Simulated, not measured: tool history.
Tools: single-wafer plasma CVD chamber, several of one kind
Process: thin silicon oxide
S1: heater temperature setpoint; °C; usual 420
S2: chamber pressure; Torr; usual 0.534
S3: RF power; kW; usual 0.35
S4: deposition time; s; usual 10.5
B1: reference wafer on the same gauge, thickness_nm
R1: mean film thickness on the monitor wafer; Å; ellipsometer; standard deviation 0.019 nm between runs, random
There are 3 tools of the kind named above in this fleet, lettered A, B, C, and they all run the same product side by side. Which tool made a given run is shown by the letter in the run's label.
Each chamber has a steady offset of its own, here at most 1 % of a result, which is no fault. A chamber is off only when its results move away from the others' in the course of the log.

-- hour=2.1 chamber A: thermocouple changed; heater temperature recalibrated
run 1A hour=10.3 | S1=420 S2=0.534 S3=0.35 S4=10.5 | B1=15.302 | R1=132.15
-- hour=19.4 chamber C: RF generator calibrated
run 2C hour=21 | S1=420 S2=0.534 S3=0.35 S4=10.5 | B1=15.312 | R1=132.92
run 3B hour=26.2 | S1=420 S2=0.534 S3=0.35 S4=10.5 | B1=15.31 | R1=131.72
run 4B hour=36 | S1=420 S2=0.534 S3=0.35 S4=10.5 | B1=15.316 | R1=132.12
run 5C hour=41.1 | S1=420 S2=0.534 S3=0.35 S4=10.5 | B1=15.317 | R1=132.97
run 6A hour=50.2 | S1=420 S2=0.534 S3=0.35 S4=10.5 | B1=15.322 | R1=132.45
run 7C hour=58.6 | S1=420 S2=0.534 S3=0.35 S4=10.5 | B1=15.325 | R1=132.84
run 8A hour=68.1 | S1=420 S2=0.534 S3=0.35 S4=10.5 | B1=15.325 | R1=131.95
run 9B hour=76.6 | S1=420 S2=0.534 S3=0.35 S4=10.5 | B1=15.334 | R1=132.08
run 10B hour=82.8 | S1=420 S2=0.534 S3=0.35 S4=10.5 | B1=15.338 | R1=132.15
run 11A hour=90.4 | S1=420 S2=0.534 S3=0.35 S4=10.5 | B1=15.339 | R1=132.58
run 12C hour=101 | S1=420 S2=0.534 S3=0.35 S4=10.5 | B1=15.345 | R1=132.94
run 13B hour=107.6 | S1=420 S2=0.534 S3=0.35 S4=10.5 | B1=15.342 | R1=132.24
run 14A hour=113.3 | S1=420 S2=0.534 S3=0.35 S4=10.5 | B1=15.351 | R1=132.5
run 15C hour=123.7 | S1=420 S2=0.534 S3=0.35 S4=10.5 | B1=15.35 | R1=133.01
run 16A hour=132.3 | S1=420 S2=0.534 S3=0.35 S4=10.5 | B1=15.351 | R1=132.72
run 17B hour=137.4 | S1=420 S2=0.534 S3=0.35 S4=10.5 | B1=15.357 | R1=132.44
-- hour=140.2 chamber C: capacitance manometer re-zeroed and calibrated
run 18C hour=143.3 | S1=420 S2=0.534 S3=0.35 S4=10.5 | B1=15.36 | R1=133.07
run 19B hour=149.6 | S1=420 S2=0.534 S3=0.35 S4=10.5 | B1=15.361 | R1=132.58
-- hour=151 chamber B: RF generator calibrated
run 20C hour=158 | S1=420 S2=0.534 S3=0.35 S4=10.5 | B1=15.363 | R1=133.31
run 21A hour=164.3 | S1=420 S2=0.534 S3=0.35 S4=10.5 | B1=15.367 | R1=132.97
run 22C hour=171.9 | S1=420 S2=0.534 S3=0.35 S4=10.5 | B1=15.373 | R1=133.47
run 23A hour=182.7 | S1=420 S2=0.534 S3=0.35 S4=10.5 | B1=15.374 | R1=132.74
run 24B hour=187.5 | S1=420 S2=0.534 S3=0.31 S4=10.5 | B1=15.381 | R1=126.11
run 25A hour=196.9 | S1=420 S2=0.534 S3=0.31 S4=10.5 | B1=15.381 | R1=126.42
run 26B hour=202.7 | S1=420 S2=0.534 S3=0.31 S4=10.5 | B1=15.383 | R1=125.99
run 27C hour=211.3 | S1=420 S2=0.534 S3=0.35 S4=10.5 | B1=15.385 | R1=133.45

Next, all 3 chambers run the settings below, one line each with question marks for the results. What does each chamber give?
run 28A hour=219.1 | S1=420 S2=0.534 S3=0.305 S4=10.5 | R1=?
run 28B hour=219.1 | S1=420 S2=0.534 S3=0.305 S4=10.5 | R1=?
run 28C hour=219.1 | S1=420 S2=0.534 S3=0.305 S4=10.5 | R1=?

run=28A R1=125.8
run=28B R1=125.44
run=28C R1=126.44
